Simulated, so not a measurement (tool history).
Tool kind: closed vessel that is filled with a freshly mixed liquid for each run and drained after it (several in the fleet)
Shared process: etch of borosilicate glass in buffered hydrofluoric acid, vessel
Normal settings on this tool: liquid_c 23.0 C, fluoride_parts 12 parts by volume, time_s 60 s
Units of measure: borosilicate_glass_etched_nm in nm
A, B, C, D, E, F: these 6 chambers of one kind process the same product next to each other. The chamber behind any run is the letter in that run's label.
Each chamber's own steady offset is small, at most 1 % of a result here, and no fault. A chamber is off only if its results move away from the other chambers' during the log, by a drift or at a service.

run	day	liquid_c	fluoride_parts	time_s	read-back film thickness of the borosilicate glass reference wafer, read on the same gauge (nm)	borosilicate_glass_etched_nm
1A	0.342	23.0	12	60	40.014	59.227
2D	0.717	23.0	12	60	40.036	59.434
3B	1.046	23.0	12	60	39.960	58.620
4E	1.300	23.0	12	60	39.991	59.723
5C	1.762	23.0	12	60	40.003	59.160
6F	2.217	23.0	12	60	40.011	58.910
7F	2.454	18.5	12	60	40.025	46.002
8C	2.888	18.5	12	60	40.020	46.191
9A	3.125	18.5	12	60	39.993	46.645
10B	3.492	18.5	12	60	39.984	46.187
11E	3.854	18.5	12	60	39.995	46.156
12D	4.100	18.5	12	60	40.007	46.049
13A	4.554	23.0	12	60	40.001	59.207
14E	4.817	23.0	12	60	39.984	59.647
15F	5.229	23.0	12	60	39.969	58.552
16D	5.562	23.0	12	60	40.016	59.221
17B	5.808	23.0	12	60	39.985	58.469
18C	6.046	23.0	12	60	40.011	59.194
19D	6.317	23.0	12	60	40.006	58.934
20E	6.538	23.0	12	60	39.971	59.648
21A	6.758	23.0	12	60	39.995	59.498
22B	7.238	23.0	12	60	40.015	58.192
23F	7.596	23.0	12	60	39.978	58.917
24C	7.921	23.0	12	60	40.012	59.110
25C	8.358	23.0	12	60	39.989	59.229
26D	8.671	23.0	12	60	40.007	58.948
27E	9.071	23.0	12	60	40.004	59.214
28B	9.325	23.0	12	60	39.992	58.857
29A	9.738	23.0	12	60	39.987	59.505
30F	10.175	23.0	12	60	39.995	58.981
31D	10.617	23.0	12	60	40.024	59.153
32F	11.038	23.0	12	80	40.005	78.059
33C	11.308	23.0	12	80	39.979	78.699
34E	11.521	23.0	12	80	40.002	80.036
35B	11.871	23.0	12	80	40.002	78.519
# day 12.108: chamber E: hydrofluoric acid flow meter replaced
36A	12.229	23.0	12	80	39.996	78.788
# day 12.358: chamber C: thermometer replaced
37C	12.567	23.0	12	80	40.014	78.934
38B	12.938	23.0	12	60	39.984	58.967
39D	13.225	23.0	12	60	40.023	59.148
40F	13.592	23.0	12	60	39.992	58.716
41E	13.971	23.0	12	60	40.012	59.234
42A	14.283	23.0	12	60	39.969	59.244

The same settings go to every chamber for the next run, one line per chamber below. Forecast the results for each:
43A	14.633	23.0	12	60		?
43B	14.633	23.0	12	60		?
43C	14.633	23.0	12	60		?
43D	14.633	23.0	12	60		?
43E	14.633	23.0	12	60		?
43F	14.633	23.0	12	60		?

run	borosilicate_glass_etched_nm
43A	59.496
43B	58.853
43C	59.076
43D	59.093
43E	59.339
43F	58.908

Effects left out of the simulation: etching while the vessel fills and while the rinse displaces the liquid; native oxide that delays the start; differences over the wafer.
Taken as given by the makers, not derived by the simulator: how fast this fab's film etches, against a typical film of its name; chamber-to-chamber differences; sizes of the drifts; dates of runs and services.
